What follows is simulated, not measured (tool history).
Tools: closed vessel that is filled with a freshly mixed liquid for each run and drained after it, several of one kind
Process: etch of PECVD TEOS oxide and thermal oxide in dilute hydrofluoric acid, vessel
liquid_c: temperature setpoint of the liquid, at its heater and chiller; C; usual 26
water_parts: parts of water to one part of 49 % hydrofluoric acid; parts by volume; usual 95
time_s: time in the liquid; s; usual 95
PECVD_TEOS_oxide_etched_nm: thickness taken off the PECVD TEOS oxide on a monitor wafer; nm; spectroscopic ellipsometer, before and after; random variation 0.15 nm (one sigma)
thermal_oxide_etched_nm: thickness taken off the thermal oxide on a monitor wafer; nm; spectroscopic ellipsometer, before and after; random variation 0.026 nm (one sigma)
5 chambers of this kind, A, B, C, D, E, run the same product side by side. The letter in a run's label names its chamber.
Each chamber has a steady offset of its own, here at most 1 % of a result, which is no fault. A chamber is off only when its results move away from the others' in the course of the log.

run,hour,liquid_c,water_parts,time_s,"read-back film thickness of the PECVD TEOS oxide reference wafer, read on the same gauge (nm)","read-back film thickness of the thermal oxide reference wafer, read on the same gauge (nm)",PECVD_TEOS_oxide_etched_nm,thermal_oxide_etched_nm
1C,8.3,26,95,95,150.01,80.009,19.715,4.9253
2B,17.3,26,95,95,150.00,79.994,19.711,4.8863
3D,27.5,26,95,95,149.98,79.984,20.215,4.9396
4E,34.1,26,95,95,149.97,80.030,19.836,4.9696
# hour 36.7: chamber D: thermometer replaced
5A,41.0,26,95,95,150.00,79.994,19.716,4.9578
6D,45.9,26,95,95,149.98,80.012,20.179,4.9349
7C,54.8,28,95,95,149.98,80.051,21.002,5.3072
8E,63.1,28,95,95,150.04,80.006,21.548,5.3506
9B,68.5,28,95,95,150.02,79.987,21.596,5.2625
10A,74.5,28,95,95,150.00,80.024,21.685,5.3927
11A,83.1,28,95,95,149.99,79.964,21.607,5.3468
12B,92.2,26,95,95,149.93,80.005,19.879,4.9200
13D,100.9,26,95,95,149.94,80.000,20.343,4.9415
14E,107.9,26,75,95,149.97,80.000,26.209,6.4539
15C,112.6,26,75,95,150.00,80.005,25.383,6.4102
# hour 113.0: chamber C: hydrofluoric acid flow meter replaced
16E,120.1,26,75,95,150.05,79.959,25.851,6.5034
17D,128.1,26,75,95,150.03,79.975,26.240,6.4118
# hour 130.4: chamber A: hydrofluoric acid flow meter replaced
# hour 132.1: chamber B: hydrofluoric acid flow meter replaced
18A,134.6,26,75,95,150.04,80.010,25.744,6.3704
19B,139.7,26,95,95,150.05,80.005,19.919,4.9786
20C,147.5,26,95,95,150.07,80.016,19.687,4.9201
21D,154.3,26,95,95,149.96,79.992,20.157,4.8776
22C,163.1,26,95,95,149.99,80.008,19.773,4.9276
23E,170.6,26,95,95,150.01,80.003,19.675,4.9350
24B,175.6,26,95,95,149.97,79.996,19.877,4.9363
25A,185.2,26,95,95,150.01,79.986,19.688,4.9589
26C,195.6,26,95,115,149.95,79.993,23.905,6.0220
27D,201.8,26,95,115,149.98,80.006,24.487,5.9962
28E,207.7,26,95,115,149.97,79.983,23.884,6.0079
29B,218.4,26,95,115,149.99,79.999,24.073,6.0043
30A,225.7,26,95,115,150.04,79.991,23.975,5.9608
31C,231.7,26,95,95,150.00,80.010,19.755,4.9441
32D,237.9,26,95,95,150.00,80.006,20.292,4.9419
33B,247.6,26,95,95,150.00,79.976,19.762,4.9608
34A,253.7,26,95,95,150.00,79.992,20.160,4.9446
35E,264.3,26,95,95,150.04,80.003,19.588,5.0026
36A,269.9,26,95,95,150.01,79.985,19.805,4.9502
37B,275.9,26,95,95,149.96,80.012,19.900,4.9427
38C,285.2,26,95,95,149.98,80.009,19.800,4.8977
39E,290.7,26,95,95,150.03,79.982,19.915,4.9876
40D,295.7,26,95,95,150.03,79.982,20.161,4.9209
41B,304.1,26,95,95,150.05,80.011,19.788,4.9413
42C,310.0,26,130,120,149.99,79.995,17.660,4.3210
43E,319.2,26,130,120,150.02,80.003,17.721,4.4336
44A,324.5,26,130,120,149.98,80.049,17.572,4.3910

All 5 chambers run these settings next. Forecast each chamber's results:
45A,332.2,26,95,95,,,?,?
45B,332.2,26,95,95,,,?,?
45C,332.2,26,95,95,,,?,?
45D,332.2,26,95,95,,,?,?
45E,332.2,26,95,95,,,?,?

run,PECVD_TEOS_oxide_etched_nm,thermal_oxide_etched_nm
45A,19.641,4.9385
45B,19.891,4.9277
45C,19.763,4.9629
45D,19.998,4.9455
45E,19.946,4.9503
